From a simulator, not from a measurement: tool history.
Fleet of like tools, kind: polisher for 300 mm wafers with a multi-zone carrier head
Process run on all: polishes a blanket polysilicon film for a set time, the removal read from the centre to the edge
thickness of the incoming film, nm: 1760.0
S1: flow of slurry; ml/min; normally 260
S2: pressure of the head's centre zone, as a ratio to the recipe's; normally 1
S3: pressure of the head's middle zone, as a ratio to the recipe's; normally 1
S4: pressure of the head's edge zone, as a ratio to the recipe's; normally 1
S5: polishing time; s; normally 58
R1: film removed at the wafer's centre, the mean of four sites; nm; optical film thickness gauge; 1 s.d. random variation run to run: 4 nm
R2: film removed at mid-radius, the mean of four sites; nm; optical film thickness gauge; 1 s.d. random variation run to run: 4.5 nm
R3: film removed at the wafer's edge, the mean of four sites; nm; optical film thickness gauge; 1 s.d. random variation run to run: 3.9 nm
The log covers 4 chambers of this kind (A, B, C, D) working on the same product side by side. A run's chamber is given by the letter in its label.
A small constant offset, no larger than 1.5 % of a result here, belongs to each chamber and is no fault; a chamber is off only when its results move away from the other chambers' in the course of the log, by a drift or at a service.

run,day,S1,S2,S3,S4,S5,R1,R2,R3
1C,0.262,260,1,1,1,58,371.79,378.1,379.65
2A,0.462,260,1,1,1,58,376.27,379.89,377.09
3D,0.746,260,1,1,1,58,380.33,373.96,385.33
4B,1.017,260,1,1,1,58,379.66,369.97,380.43
5D,1.2,260,1,1,1,58,378.67,385.45,371.79
6B,1.471,260,1,1,1,58,377.26,375.69,371.7
# day 1.529: chamber B: worn pad replaced by a new one
7C,1.621,260,1,1,1,58,386.92,373.24,376.78
8A,1.796,260,1,1,1,58,380.94,386.17,375.14
9C,1.962,260,1,1,1,58,375.49,372.7,373.83
10A,2.175,260,1,1,1,58,387.46,381.45,374.57
11D,2.367,260,1,1,1,58,379.25,385.78,374.72
# day 2.371: chamber C: worn pad replaced by a new one
# day 2.542: chamber D: worn pad replaced by a new one
12B,2.612,175,1,1,1,77,475.47,467.68,475.28
13D,2.808,175,1,1,1,77,471.85,465.14,482.44
14C,3.058,175,1,1,1,77,470.22,480.9,490.54
15B,3.308,175,1,1,1,77,467.05,469.56,469.52
# day 3.504: chamber B: slurry nozzle cleaned
16A,3.542,260,1,1,1,42,276.44,276.5,273.38
17D,3.762,260,1,1,1,42,278.21,274.84,273.75
18A,3.971,260,1,1,1,42,273.07,276.24,277.17
19C,4.1,260,1,1,1,42,274.7,277.51,268
# day 4.188: chamber D: slurry nozzle cleaned
20B,4.275,260,1,1,1,58,377.5,368.1,377.32
# day 4.392: chamber A: worn pad replaced by a new one
21C,4.467,260,1,1,1,58,380.08,384.7,376.7
22D,4.688,260,1,1,1,58,381.02,375.19,375.41
23B,4.942,260,1,1,1,58,384.96,374.81,367.24
24A,5.217,260,1,1,1,58,379.36,368.99,376.44
25A,5.392,260,0.9,1,1.09,58,344.66,378.04,401.77
26D,5.671,260,0.9,1,1.09,58,338.55,372.45,398.33
27B,5.908,260,0.9,1,1.09,58,335.03,374.62,392.91
28C,6.171,260,0.9,1,1.09,58,336.03,378.71,400.72
# day 6.183: chamber B: worn pad replaced by a new one
29C,6.379,260,1,1,1,58,372.57,373.99,375.95
30B,6.604,330,1,1.05,1,58,384.51,400.14,384.97
31A,6.838,330,1,1.05,1,58,395.04,411.7,386.99
# day 7.004: chamber D: worn pad replaced by a new one
32D,7.05,330,1,1.05,1,58,393.27,406.16,386.56
# day 7.062: chamber C: worn pad replaced by a new one
33D,7.292,330,1,1.05,1,58,389.36,398.34,388.45
34C,7.538,260,1,1,1,58,370.91,382.42,376.32
35A,7.704,260,1,1,1,58,384.47,372.08,378.09
36B,7.962,260,1,1,1,58,377.8,376.28,370.89
37B,8.125,260,1,1,1,58,375.23,371.42,372.39
38D,8.392,260,1,1,1,58,379.54,375.26,382.9
39C,8.579,260,1,1,1,58,377.5,379.68,383.69
40A,8.783,260,1,1,1,58,377.99,376.27,371.67
41A,9.075,260,1,1.05,1,58,375.16,400.89,383.85
42D,9.258,260,1,1.05,1,58,377.55,385.41,384.55
43C,9.492,260,1,1.05,1,58,378.7,397.94,376.18
44B,9.712,260,1,1.05,1,58,370.81,393.26,372.99

Next, every chamber runs the same settings. What will each give?
45A,9.925,260,0.92,1,1,58,?,?,?
45B,9.925,260,0.92,1,1,58,?,?,?
45C,9.925,260,0.92,1,1,58,?,?,?
45D,9.925,260,0.92,1,1,58,?,?,?

run,R1,R2,R3
45A,353.54,371.99,381.25
45B,347.47,374.89,376.92
45C,346.26,374.61,378.59
45D,351.28,375.54,378.61

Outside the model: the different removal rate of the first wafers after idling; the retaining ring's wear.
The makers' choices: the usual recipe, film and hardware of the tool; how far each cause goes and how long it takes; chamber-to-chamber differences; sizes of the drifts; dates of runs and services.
